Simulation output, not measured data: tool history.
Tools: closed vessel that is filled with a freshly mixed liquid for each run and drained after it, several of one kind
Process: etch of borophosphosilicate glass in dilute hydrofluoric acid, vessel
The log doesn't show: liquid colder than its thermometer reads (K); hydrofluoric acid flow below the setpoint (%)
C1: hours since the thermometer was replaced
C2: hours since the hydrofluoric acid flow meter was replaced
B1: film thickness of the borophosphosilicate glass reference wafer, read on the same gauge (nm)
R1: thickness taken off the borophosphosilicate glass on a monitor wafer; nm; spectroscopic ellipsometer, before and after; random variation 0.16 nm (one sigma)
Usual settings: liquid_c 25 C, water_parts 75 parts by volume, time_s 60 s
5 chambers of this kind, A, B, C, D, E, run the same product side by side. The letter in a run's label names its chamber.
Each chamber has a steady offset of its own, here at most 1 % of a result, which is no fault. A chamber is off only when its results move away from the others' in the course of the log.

{"run": "1D", "day": 0.133, "liquid_c": 25, "water_parts": 75, "time_s": 60, "C1": 1060.7, "C2": 883.1, "B1": 130.01, "R1": 23.973}
{"run": "2C", "day": 0.317, "liquid_c": 25, "water_parts": 75, "time_s": 60, "C1": 654.9, "C2": 238.4, "B1": 130, "R1": 24.174}
{"run": "3E", "day": 0.558, "liquid_c": 25, "water_parts": 75, "time_s": 60, "C1": 1203.9, "C2": 1305.1, "B1": 129.98, "R1": 23.807}
{"run": "4A", "day": 0.804, "liquid_c": 25, "water_parts": 75, "time_s": 60, "C1": 1293.1, "C2": 604.7, "B1": 129.99, "R1": 23.904}
{"run": "5B", "day": 0.996, "liquid_c": 25, "water_parts": 75, "time_s": 60, "C1": 419.5, "C2": 280.5, "B1": 130.01, "R1": 24.116}
{"run": "6D", "day": 1.142, "liquid_c": 25, "water_parts": 75, "time_s": 60, "C1": 1084.9, "C2": 907.3, "B1": 130.01, "R1": 23.912}
{"run": "7E", "day": 1.288, "liquid_c": 25, "water_parts": 75, "time_s": 60, "C1": 1221.4, "C2": 1322.6, "B1": 129.99, "R1": 23.648}
{"run": "8C", "day": 1.546, "liquid_c": 25, "water_parts": 75, "time_s": 60, "C1": 684.4, "C2": 267.9, "B1": 130.01, "R1": 24.076}
{"run": "9A", "day": 1.667, "liquid_c": 25, "water_parts": 75, "time_s": 60, "C1": 1313.8, "C2": 625.4, "B1": 129.99, "R1": 24.149}
{"run": "10B", "day": 1.808, "liquid_c": 23, "water_parts": 105, "time_s": 60, "C1": 439, "C2": 300, "B1": 130, "R1": 15.414}
{"run": "11D", "day": 2.075, "liquid_c": 23, "water_parts": 105, "time_s": 60, "C1": 1107.3, "C2": 929.7, "B1": 130.02, "R1": 15.183}
{"run": "12B", "day": 2.321, "liquid_c": 23, "water_parts": 105, "time_s": 60, "C1": 451.3, "C2": 312.3, "B1": 130, "R1": 15.419}
{"run": "13A", "day": 2.492, "liquid_c": 23, "water_parts": 105, "time_s": 60, "C1": 1333.6, "C2": 645.2, "B1": 129.99, "R1": 15.193}
{"run": "14C", "day": 2.654, "liquid_c": 23, "water_parts": 105, "time_s": 60, "C1": 711, "C2": 294.5, "B1": 129.99, "R1": 14.979}
{"run": "15E", "day": 2.783, "liquid_c": 25, "water_parts": 75, "time_s": 60, "C1": 1257.3, "C2": 1358.5, "B1": 129.98, "R1": 23.821}
{"run": "16E", "day": 2.992, "liquid_c": 25, "water_parts": 75, "time_s": 60, "C1": 1262.3, "C2": 1363.5, "B1": 129.97, "R1": 23.621}
{"run": "17D", "day": 3.192, "liquid_c": 25, "water_parts": 75, "time_s": 60, "C1": 1134.1, "C2": 956.5, "B1": 129.99, "R1": 24.03}
{"run": "18A", "day": 3.354, "liquid_c": 25, "water_parts": 75, "time_s": 60, "C1": 1354.3, "C2": 665.9, "B1": 130.01, "R1": 23.586}
{"run": "19C", "day": 3.571, "liquid_c": 25, "water_parts": 75, "time_s": 60, "C1": 733, "C2": 316.5, "B1": 129.99, "R1": 24.09}
{"run": "20B", "day": 3.704, "liquid_c": 25, "water_parts": 50, "time_s": 30, "C1": 484.5, "C2": 345.5, "B1": 129.99, "R1": 18.636}
{"run": "21A", "day": 3.892, "liquid_c": 25, "water_parts": 50, "time_s": 30, "C1": 1367.2, "C2": 678.8, "B1": 129.99, "R1": 18.238}
{"run": "22B", "day": 4.033, "liquid_c": 25, "water_parts": 50, "time_s": 30, "C1": 492.4, "C2": 353.4, "B1": 130.02, "R1": 18.706}
{"run": "23C", "day": 4.154, "liquid_c": 25, "water_parts": 50, "time_s": 30, "C1": 747, "C2": 330.5, "B1": 130.01, "R1": 18.934}
{"run": "24E", "day": 4.358, "liquid_c": 25, "water_parts": 50, "time_s": 30, "C1": 1295.1, "C2": 1396.3, "B1": 129.96, "R1": 18.309}
{"run": "25D", "day": 4.525, "liquid_c": 25, "water_parts": 75, "time_s": 60, "C1": 1166.1, "C2": 988.5, "B1": 130.02, "R1": 24.016}
{"run": "26D", "day": 4.788, "liquid_c": 25, "water_parts": 95, "time_s": 60, "C1": 1172.4, "C2": 994.8, "B1": 130, "R1": 18.374}
{"run": "27C", "day": 4.95, "liquid_c": 25, "water_parts": 95, "time_s": 60, "C1": 766.1, "C2": 349.6, "B1": 130.01, "R1": 18.812}
{"run": "28A", "day": 5.104, "liquid_c": 25, "water_parts": 95, "time_s": 60, "C1": 1396.3, "C2": 707.9, "B1": 130, "R1": 17.431}
{"run": "29E", "day": 5.375, "liquid_c": 25, "water_parts": 95, "time_s": 60, "C1": 1319.5, "C2": 1420.7, "B1": 130.02, "R1": 18.265}
{"run": "30B", "day": 5.529, "liquid_c": 25, "water_parts": 95, "time_s": 60, "C1": 528.3, "C2": 389.3, "B1": 130, "R1": 18.74}
{"run": "31C", "day": 5.721, "liquid_c": 25, "water_parts": 75, "time_s": 60, "C1": 784.6, "C2": 368.1, "B1": 130.04, "R1": 24.128}
{"day": 5.796, "done": "chamber D: thermometer replaced"}
{"run": "32D", "day": 5.846, "liquid_c": 25, "water_parts": 75, "time_s": 60, "C1": 1.2, "C2": 1020.2, "B1": 130.03, "R1": 23.726}
{"run": "33A", "day": 6.0, "liquid_c": 25, "water_parts": 50, "time_s": 60, "C1": 1417.8, "C2": 729.4, "B1": 130, "R1": 34.658}
{"run": "34E", "day": 6.25, "liquid_c": 25, "water_parts": 50, "time_s": 60, "C1": 1340.5, "C2": 1441.7, "B1": 129.99, "R1": 36.523}

What goes on in this fleet: one chamber off, a drifting gauge, or nothing beyond the chambers' own small offsets? Name the chamber and the cause, if any.

Chamber A drifts away from the others.
Cause: hydrofluoric acid flow below the setpoint (%) = 7.62.
The log may not tell that from: liquid colder than its thermometer reads (K).

Here are 4 candidates for chamber A's next run, each the usual settings with a change, their results left as question marks. Which one brings its results back in line with what the others give on the usual settings?
In line means no further than this from the other chambers' mean on the usual settings: R1 0.55 nm
{"run": "35A-1", "day": 6.45, "liquid_c": 25.5, "water_parts": 70, "time_s": 60, "R1": "?"}
{"run": "35A-2", "day": 6.45, "liquid_c": 25, "water_parts": 75, "time_s": 55, "R1": "?"}
{"run": "35A-3", "day": 6.45, "liquid_c": 30, "water_parts": 75, "time_s": 60, "R1": "?"}
{"run": "35A-4", "day": 6.45, "liquid_c": 24.5, "water_parts": 75, "time_s": 50, "R1": "?"}

The other chambers' mean on the usual settings: R1 23.968 nm
run=35A-1 R1=24.079
run=35A-2 R1=20.027
run=35A-3 R1=26.588
run=35A-4 R1=17.847
35A-1 brings the chamber back in line.

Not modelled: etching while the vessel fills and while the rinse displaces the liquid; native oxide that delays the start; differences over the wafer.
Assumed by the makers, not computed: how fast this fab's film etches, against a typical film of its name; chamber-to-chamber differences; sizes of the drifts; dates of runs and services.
